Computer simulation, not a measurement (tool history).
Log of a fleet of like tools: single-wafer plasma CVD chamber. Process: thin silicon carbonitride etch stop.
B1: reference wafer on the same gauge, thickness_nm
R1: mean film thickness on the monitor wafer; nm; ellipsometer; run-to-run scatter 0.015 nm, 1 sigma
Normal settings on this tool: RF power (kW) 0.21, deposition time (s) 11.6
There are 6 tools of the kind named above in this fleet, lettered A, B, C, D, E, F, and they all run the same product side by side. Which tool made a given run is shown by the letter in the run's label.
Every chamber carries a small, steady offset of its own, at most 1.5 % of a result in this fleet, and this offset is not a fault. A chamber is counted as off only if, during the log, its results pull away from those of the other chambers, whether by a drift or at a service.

{"run": "1A", "hour": 8.1, "RF power (kW)": 0.21, "deposition time (s)": 11.6, "B1": 5.9408, "R1": 6.6529}
{"run": "2C", "hour": 15.7, "RF power (kW)": 0.21, "deposition time (s)": 11.6, "B1": 5.9414, "R1": 6.6656}
{"run": "3D", "hour": 23.0, "RF power (kW)": 0.21, "deposition time (s)": 11.6, "B1": 5.9411, "R1": 6.7504}
{"run": "4B", "hour": 32.4, "RF power (kW)": 0.21, "deposition time (s)": 11.6, "B1": 5.9388, "R1": 6.6585}
{"run": "5F", "hour": 42.6, "RF power (kW)": 0.21, "deposition time (s)": 11.6, "B1": 5.9396, "R1": 6.6264}
{"run": "6E", "hour": 47.5, "RF power (kW)": 0.21, "deposition time (s)": 11.6, "B1": 5.945, "R1": 6.7172}
{"run": "7D", "hour": 55.0, "RF power (kW)": 0.21, "deposition time (s)": 11.6, "B1": 5.9375, "R1": 6.7887}
{"run": "8F", "hour": 64.5, "RF power (kW)": 0.21, "deposition time (s)": 11.6, "B1": 5.9412, "R1": 6.6099}
{"run": "9E", "hour": 74.2, "RF power (kW)": 0.21, "deposition time (s)": 11.6, "B1": 5.94, "R1": 6.7082}
{"hour": 82.1, "done": "chamber F: RF generator calibrated"}
{"run": "10C", "hour": 83.7, "RF power (kW)": 0.21, "deposition time (s)": 11.6, "B1": 5.9417, "R1": 6.6476}
{"run": "11A", "hour": 90.6, "RF power (kW)": 0.21, "deposition time (s)": 11.6, "B1": 5.9403, "R1": 6.6605}
{"run": "12B", "hour": 98.9, "RF power (kW)": 0.195, "deposition time (s)": 10.8, "B1": 5.9415, "R1": 6.0828}
{"run": "13C", "hour": 104.8, "RF power (kW)": 0.195, "deposition time (s)": 10.8, "B1": 5.9387, "R1": 6.0395}
{"run": "14B", "hour": 110.1, "RF power (kW)": 0.195, "deposition time (s)": 10.8, "B1": 5.9403, "R1": 6.0848}
{"run": "15A", "hour": 119.4, "RF power (kW)": 0.195, "deposition time (s)": 10.8, "B1": 5.942, "R1": 6.0915}
{"run": "16F", "hour": 124.2, "RF power (kW)": 0.195, "deposition time (s)": 10.8, "B1": 5.9367, "R1": 6.0319}
{"run": "17D", "hour": 130.6, "RF power (kW)": 0.195, "deposition time (s)": 10.8, "B1": 5.9404, "R1": 6.1659}
{"run": "18E", "hour": 139.5, "RF power (kW)": 0.21, "deposition time (s)": 11.6, "B1": 5.9385, "R1": 6.7195}
{"run": "19D", "hour": 145.9, "RF power (kW)": 0.185, "deposition time (s)": 11.6, "B1": 5.9429, "R1": 6.543}
{"run": "20C", "hour": 151.1, "RF power (kW)": 0.185, "deposition time (s)": 11.6, "B1": 5.9395, "R1": 6.4035}
{"run": "21E", "hour": 159.3, "RF power (kW)": 0.185, "deposition time (s)": 11.6, "B1": 5.9395, "R1": 6.4581}
{"run": "22F", "hour": 169.7, "RF power (kW)": 0.185, "deposition time (s)": 11.6, "B1": 5.9422, "R1": 6.3774}
{"run": "23B", "hour": 175.2, "RF power (kW)": 0.185, "deposition time (s)": 11.6, "B1": 5.9403, "R1": 6.4186}
{"run": "24A", "hour": 182.9, "RF power (kW)": 0.185, "deposition time (s)": 11.6, "B1": 5.9395, "R1": 6.4309}
{"run": "25C", "hour": 189.2, "RF power (kW)": 0.21, "deposition time (s)": 11.6, "B1": 5.9391, "R1": 6.6335}
{"run": "26D", "hour": 198.5, "RF power (kW)": 0.21, "deposition time (s)": 11.6, "B1": 5.9399, "R1": 6.7673}
{"run": "27A", "hour": 209.1, "RF power (kW)": 0.21, "deposition time (s)": 11.6, "B1": 5.94, "R1": 6.6642}
{"run": "28F", "hour": 217.7, "RF power (kW)": 0.21, "deposition time (s)": 11.6, "B1": 5.9371, "R1": 6.6114}
{"run": "29B", "hour": 224.8, "RF power (kW)": 0.21, "deposition time (s)": 11.6, "B1": 5.9391, "R1": 6.6646}
{"run": "30E", "hour": 235.5, "RF power (kW)": 0.21, "deposition time (s)": 11.6, "B1": 5.9405, "R1": 6.7002}
{"run": "31B", "hour": 242.7, "RF power (kW)": 0.21, "deposition time (s)": 11.6, "B1": 5.9426, "R1": 6.6836}
{"run": "32C", "hour": 250.4, "RF power (kW)": 0.21, "deposition time (s)": 11.6, "B1": 5.937, "R1": 6.6448}
{"run": "33D", "hour": 255.1, "RF power (kW)": 0.21, "deposition time (s)": 11.6, "B1": 5.9428, "R1": 6.7681}
{"run": "34A", "hour": 262.3, "RF power (kW)": 0.21, "deposition time (s)": 11.6, "B1": 5.9423, "R1": 6.6758}
{"run": "35F", "hour": 270.2, "RF power (kW)": 0.185, "deposition time (s)": 13.4, "B1": 5.9413, "R1": 7.3563}
{"run": "36E", "hour": 277.0, "RF power (kW)": 0.185, "deposition time (s)": 13.4, "B1": 5.941, "R1": 7.4709}
{"run": "37B", "hour": 283.8, "RF power (kW)": 0.185, "deposition time (s)": 13.4, "B1": 5.9426, "R1": 7.4244}
{"run": "38A", "hour": 290.4, "RF power (kW)": 0.185, "deposition time (s)": 13.4, "B1": 5.9425, "R1": 7.3871}

All chambers now run identical settings, listed one chamber a line with results as question marks. What results will each chamber show?
{"run": "39A", "hour": 298.1, "RF power (kW)": 0.225, "deposition time (s)": 11.6, "R1": "?"}
{"run": "39B", "hour": 298.1, "RF power (kW)": 0.225, "deposition time (s)": 11.6, "R1": "?"}
{"run": "39C", "hour": 298.1, "RF power (kW)": 0.225, "deposition time (s)": 11.6, "R1": "?"}
{"run": "39D", "hour": 298.1, "RF power (kW)": 0.225, "deposition time (s)": 11.6, "R1": "?"}
{"run": "39E", "hour": 298.1, "RF power (kW)": 0.225, "deposition time (s)": 11.6, "R1": "?"}
{"run": "39F", "hour": 298.1, "RF power (kW)": 0.225, "deposition time (s)": 11.6, "R1": "?"}

run=39A R1=6.782
run=39B R1=6.8297
run=39C R1=6.7874
run=39D R1=6.9223
run=39E R1=6.8363
run=39F R1=6.7437
